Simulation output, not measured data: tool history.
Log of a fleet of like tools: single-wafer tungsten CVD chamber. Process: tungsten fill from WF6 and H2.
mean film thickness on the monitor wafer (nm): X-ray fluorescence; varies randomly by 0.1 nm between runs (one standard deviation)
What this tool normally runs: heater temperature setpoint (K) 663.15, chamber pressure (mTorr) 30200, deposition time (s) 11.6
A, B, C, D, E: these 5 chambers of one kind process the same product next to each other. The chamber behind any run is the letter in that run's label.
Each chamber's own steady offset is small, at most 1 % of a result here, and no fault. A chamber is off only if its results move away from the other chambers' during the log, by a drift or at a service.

run	hour	heater temperature setpoint (K)	chamber pressure (mTorr)	deposition time (s)	hours since the last thermocouple change	hours since the last manometer calibration	read-back reference wafer on the same gauge, thickness_nm	mean film thickness on the monitor wafer (nm)
1E	6.7	663.15	30200	11.6	348.1	879.6	23.086	28.052
2B	10.5	663.15	30200	11.6	2402.4	905.3	23.099	27.851
3C	16.3	663.15	30200	11.6	559.2	99.0	23.098	27.985
4A	22.6	663.15	30200	11.6	445.5	353.9	23.095	27.780
# hour 27.6: chamber B: thermocouple changed; heater temperature recalibrated
5D	30.4	663.15	30200	10.7	352.8	105.2	23.095	25.790
6C	35.6	663.15	30200	10.7	578.5	118.3	23.108	25.758
7A	41.4	663.15	30200	10.7	464.3	372.7	23.062	25.749
8B	47.6	663.15	30200	10.7	20.1	942.4	23.124	25.739
9D	53.2	663.15	30200	10.7	375.6	128.0	23.101	25.441
10E	57.8	663.15	30200	11.6	399.2	930.7	23.068	28.315
11B	62.7	649.15	24100	11.6	35.2	957.5	23.077	19.002
12E	70.5	649.15	24100	11.6	411.9	943.4	23.115	19.088
13C	77.1	649.15	24100	11.6	620.0	159.8	23.110	19.013
14D	80.7	649.15	24100	11.6	403.1	155.5	23.111	18.733
15A	88.9	649.15	24100	11.6	511.8	420.2	23.095	18.903
16B	95.0	663.15	30200	11.6	67.5	989.8	23.113	27.986
17A	101.1	663.15	30200	11.6	524.0	432.4	23.093	27.890
18D	107.4	663.15	30200	11.6	429.8	182.2	23.121	27.725
19E	114.6	663.15	30200	11.6	456.0	987.5	23.092	28.753
20C	120.0	663.15	30200	11.6	662.9	202.7	23.088	28.011
21A	126.3	663.15	30200	11.6	549.2	457.6	23.097	27.694
22B	134.2	663.15	30200	11.6	106.7	1029.0	23.110	28.102
23E	137.7	663.15	34600	11.6	479.1	1010.6	23.082	30.502
24C	144.0	663.15	34600	11.6	686.9	226.7	23.093	29.851
25D	147.8	663.15	34600	11.6	470.2	222.6	23.095	29.614
26C	153.2	663.15	34600	11.6	696.1	235.9	23.103	29.747
27A	160.8	663.15	34600	11.6	583.7	492.1	23.112	29.901
28E	165.7	663.15	30200	11.6	507.1	1038.6	23.082	28.885
29B	171.5	663.15	30200	11.6	144.0	1066.3	23.109	27.947
30D	178.4	663.15	30200	11.6	500.8	253.2	23.099	27.751
31A	183.9	663.15	30200	11.6	606.8	515.2	23.099	28.001
32E	188.7	663.15	30200	11.6	530.1	1061.6	23.096	28.882
33C	195.4	663.15	30200	11.6	738.3	278.1	23.133	28.096
34D	199.5	663.15	30200	11.6	521.9	274.3	23.099	27.913
35B	206.8	663.15	30200	11.6	179.3	1101.6	23.071	27.909
36B	211.1	663.15	25900	9.3	183.6	1105.9	23.122	20.915
37E	217.5	663.15	25900	9.3	558.9	1090.4	23.099	21.678

Decide between three cases: one chamber stands off from its peers, the gauge reading all wafers drifts, or nothing is wrong past each chamber's small offset. Where a chamber is off, say which and what most likely put it there.

One chamber, E, drifts off from the rest bit by bit.
Likeliest cause: wafer temperature above the value expected at the setpoint (K) = 1.89.
From this log alone, it may not be told apart from: true pressure above the setpoint (%).

Which of the 4 candidates below, each the usual settings with something changed and its results left as question marks, puts chamber E back in line with what the other chambers give on the usual settings?
In-line tolerance around the mean of the other chambers on the usual settings: mean film thickness on the monitor wafer (nm) 0.360
38E-1	223.4	664.15	30400	11.6				?
38E-2	223.4	663.15	27300	11.6				?
38E-3	223.4	663.15	29900	11.5				?
38E-4	223.4	664.15	30500	11.8				?

Usual-settings mean across the other chambers: mean film thickness on the monitor wafer (nm) 27.848
run	mean film thickness on the monitor wafer (nm)
38E-1	29.783
38E-2	27.787
38E-3	28.748
38E-4	30.344
Change 38E-2 lands the chamber within the allowed miss of the other chambers.
